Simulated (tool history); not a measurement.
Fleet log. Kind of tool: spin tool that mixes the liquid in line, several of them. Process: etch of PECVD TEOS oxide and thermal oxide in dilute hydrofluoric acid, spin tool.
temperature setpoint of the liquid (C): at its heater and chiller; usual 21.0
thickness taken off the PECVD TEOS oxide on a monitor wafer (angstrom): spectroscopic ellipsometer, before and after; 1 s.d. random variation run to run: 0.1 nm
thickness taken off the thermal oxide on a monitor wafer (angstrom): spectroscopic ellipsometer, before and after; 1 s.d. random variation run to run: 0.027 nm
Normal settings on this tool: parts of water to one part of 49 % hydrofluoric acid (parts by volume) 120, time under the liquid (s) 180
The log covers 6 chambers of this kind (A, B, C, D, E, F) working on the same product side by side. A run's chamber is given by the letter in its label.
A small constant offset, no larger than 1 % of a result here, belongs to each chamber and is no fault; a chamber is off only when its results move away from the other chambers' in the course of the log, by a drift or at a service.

run	day	temperature setpoint of the liquid (C)	parts of water to one part of 49 % hydrofluoric acid (parts by volume)	time under the liquid (s)	hours since the thermometer was replaced	hours since the hydrofluoric acid flow meter was replaced	read-back film thickness of the PECVD TEOS oxide reference wafer, read on the same gauge (nm)	read-back film thickness of the thermal oxide reference wafer, read on the same gauge (nm)	thickness taken off the PECVD TEOS oxide on a monitor wafer (angstrom)	thickness taken off the thermal oxide on a monitor wafer (angstrom)
1D	0.350	21.0	120	180	813.5	67.7	29.983	150.03	169.53	63.243
2F	0.858	21.0	120	180	1380.1	1313.0	30.016	150.01	166.12	63.554
3A	1.425	21.0	120	180	1737.5	1367.5	29.992	150.00	166.79	63.826
4C	1.854	21.0	120	180	1879.9	117.5	29.995	150.00	170.61	63.979
# day 2.079: chamber A: thermometer replaced
5B	2.454	21.0	120	180	662.0	714.3	30.017	150.00	168.23	64.368
6E	2.783	21.0	120	180	81.8	1357.5	30.017	150.02	169.72	63.651
7B	3.067	21.0	120	180	676.7	729.0	29.995	149.98	168.68	64.788
8C	3.462	21.0	120	180	1918.5	156.1	30.032	150.01	170.56	64.233
9F	4.000	21.0	120	180	1455.5	1388.4	29.982	149.99	166.65	63.490
10E	4.600	21.0	120	180	125.4	1401.1	29.983	150.00	169.46	63.210
11A	4.875	21.0	120	180	67.1	1450.3	30.040	150.02	166.78	63.103
12D	5.162	21.0	120	130	929.0	183.2	30.006	150.02	121.17	45.608
13B	5.646	21.0	120	130	738.6	790.9	29.949	150.00	120.92	46.489
14D	6.246	21.0	120	130	955.0	209.2	29.963	150.00	121.96	45.869
15C	6.779	21.0	120	130	1998.1	235.7	30.018	150.02	121.32	46.680
16A	7.217	21.0	120	130	123.3	1506.5	30.016	150.03	119.17	45.977
17E	7.833	21.0	120	130	203.0	1478.7	29.962	150.01	122.34	46.050
18F	8.229	21.0	120	180	1557.0	1489.9	30.004	150.00	168.05	63.641
19E	8.558	25.5	95	180	220.4	1496.1	29.994	150.01	263.24	97.984
20D	8.925	25.5	95	180	1019.3	273.5	30.045	150.02	264.59	99.319
21F	9.512	25.5	95	180	1587.8	1520.7	30.005	150.02	265.18	99.417
# day 9.942: chamber B: thermometer replaced
22B	10.129	25.5	95	180	4.5	898.5	30.056	150.00	262.00	99.265
23C	10.633	25.5	95	180	2090.6	328.2	29.984	149.99	262.74	99.134
24A	11.196	25.5	95	180	218.8	1602.0	30.027	150.00	258.52	99.323
25A	11.762	21.0	120	180	232.4	1615.6	29.997	149.99	165.38	63.613
26B	12.050	21.0	120	180	50.6	944.6	29.968	150.02	167.40	64.181
27F	12.379	21.0	120	180	1656.6	1589.5	30.034	150.01	166.70	64.065
28C	12.829	21.0	120	180	2143.3	380.9	30.014	149.99	169.82	63.908
29D	13.296	21.0	120	180	1124.2	378.4	30.009	150.00	168.82	63.912
30E	13.625	25.5	120	135	342.0	1617.7	29.996	149.99	150.31	56.653
31B	14.242	25.5	120	135	103.2	997.2	29.998	150.01	150.93	57.295
# day 14.396: chamber C: hydrofluoric acid flow meter replaced
32F	14.762	25.5	120	135	1713.8	1646.7	30.011	149.99	149.26	56.788
33D	15.042	25.5	120	135	1166.1	420.3	29.998	150.00	151.09	56.594
34A	15.500	25.5	120	135	322.1	1705.3	29.996	150.01	147.48	56.997
35C	15.850	25.5	120	135	2215.8	35.0	29.998	149.98	151.44	57.269
36E	16.179	21.0	120	180	403.3	1679.0	30.004	150.00	168.68	63.339
37E	16.517	21.0	120	180	411.4	1687.1	29.990	149.99	168.66	63.370
38C	16.954	21.0	120	180	2242.3	61.5	30.044	150.01	167.99	63.779

Next, all 6 chambers run the settings below, one line each with question marks for the results. What does each chamber give?
39A	17.404	21.0	95	180					?	?
39B	17.404	21.0	95	180					?	?
39C	17.404	21.0	95	180					?	?
39D	17.404	21.0	95	180					?	?
39E	17.404	21.0	95	180					?	?
39F	17.404	21.0	95	180					?	?

run	thickness taken off the PECVD TEOS oxide on a monitor wafer (angstrom)	thickness taken off the thermal oxide on a monitor wafer (angstrom)
39A	219.26	82.524
39B	221.63	83.669
39C	218.80	82.549
39D	217.19	82.561
39E	219.40	82.240
39F	216.72	83.275

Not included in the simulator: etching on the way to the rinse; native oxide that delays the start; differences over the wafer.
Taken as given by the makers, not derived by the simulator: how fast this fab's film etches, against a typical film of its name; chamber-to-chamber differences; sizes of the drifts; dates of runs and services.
